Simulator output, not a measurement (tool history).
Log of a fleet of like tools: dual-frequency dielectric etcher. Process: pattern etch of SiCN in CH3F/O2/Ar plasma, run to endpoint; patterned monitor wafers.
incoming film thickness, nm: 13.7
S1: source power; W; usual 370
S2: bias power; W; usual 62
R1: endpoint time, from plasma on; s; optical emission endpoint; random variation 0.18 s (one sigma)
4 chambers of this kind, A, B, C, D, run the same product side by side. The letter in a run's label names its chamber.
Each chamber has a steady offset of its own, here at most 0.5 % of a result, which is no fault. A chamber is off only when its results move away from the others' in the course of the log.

Run 1B, hour 2.6: usual settings. Result: R1 39.484 s.
Run 2D, hour 6.6: usual settings. Result: R1 39.708 s.
Run 3A, hour 9.2: usual settings. Result: R1 40.088 s.
Run 4C, hour 12.2: usual settings. Result: R1 39.518 s.
Run 5A, hour 15.9: usual settings. Result: R1 40.108 s.
Run 6B, hour 17.8: usual settings but S1 400 W, S2 49 W. Result: R1 41.52 s.
Run 7D, hour 21.9: usual settings but S1 400 W, S2 49 W. Result: R1 41.547 s.
Run 8C, hour 25.7: usual settings but S1 400 W, S2 49 W. Result: R1 41.744 s.
Run 9A, hour 28: usual settings but S1 400 W, S2 49 W. Result: R1 41.713 s.
Run 10D, hour 30.3: usual settings but S2 75 W. Result: R1 36.723 s.
Run 11B, hour 33.3: usual settings but S2 75 W. Result: R1 36.781 s.
Run 12C, hour 37.5: usual settings but S2 75 W. Result: R1 37.144 s.
Run 13B, hour 40.4: usual settings but S2 75 W. Result: R1 36.761 s.
Run 14D, hour 42.4: usual settings. Result: R1 39.689 s.
Run 15A, hour 45.9: usual settings. Result: R1 39.561 s.
Run 16C, hour 49.3: usual settings. Result: R1 39.52 s.
At hour 50.6: chamber D: wet clean of the chamber.
Run 17C, hour 53: usual settings. Result: R1 39.86 s.
Run 18A, hour 55.8: usual settings but S2 52 W. Result: R1 42.117 s.
Run 19B, hour 59.1: usual settings but S2 52 W. Result: R1 42.014 s.
Run 20D, hour 62.8: usual settings but S2 52 W. Result: R1 41.549 s.
At hour 63.8: chamber B: wet clean of the chamber.
Run 21B, hour 66.3: usual settings but S2 52 W. Result: R1 41.946 s.
Run 22A, hour 68.8: usual settings. Result: R1 39.919 s.
Run 23D, hour 71.7: usual settings. Result: R1 39.351 s.
Run 24C, hour 73.7: usual settings. Result: R1 39.976 s.
Run 25A, hour 76.1: usual settings. Result: R1 39.606 s.
Run 26D, hour 78.5: usual settings. Result: R1 38.987 s.
Run 27B, hour 82.3: usual settings but S1 300 W, S2 77 W. Result: R1 39.703 s.
Run 28C, hour 85.4: usual settings but S1 300 W, S2 77 W. Result: R1 39.642 s.
Run 29C, hour 87.4: usual settings but S1 300 W, S2 77 W. Result: R1 39.775 s.
Run 30D, hour 89.6: usual settings but S1 300 W, S2 77 W. Result: R1 39.385 s.
Run 31A, hour 92.5: usual settings. Result: R1 39.798 s.
Run 32B, hour 94.3: usual settings. Result: R1 39.647 s.
Run 33D, hour 97.6: usual settings. Result: R1 39.59 s.
Run 34A, hour 100.6: usual settings. Result: R1 39.771 s.
Run 35C, hour 103.1: usual settings. Result: R1 39.886 s.
Run 36B, hour 105.2: usual settings. Result: R1 39.567 s.
Run 37A, hour 108.6: usual settings. Result: R1 40.104 s.
Run 38C, hour 111: usual settings. Result: R1 40.175 s.
Run 39D, hour 114.4: usual settings. Result: R1 39.476 s.
Run 40B, hour 117: usual settings. Result: R1 39.735 s.

Is one chamber off against the others, does the gauge drift, or is nothing wrong? If a chamber is off, say which, and what the likeliest cause is.

No chamber stands off beyond its own small offset, and the gauge holds steady.

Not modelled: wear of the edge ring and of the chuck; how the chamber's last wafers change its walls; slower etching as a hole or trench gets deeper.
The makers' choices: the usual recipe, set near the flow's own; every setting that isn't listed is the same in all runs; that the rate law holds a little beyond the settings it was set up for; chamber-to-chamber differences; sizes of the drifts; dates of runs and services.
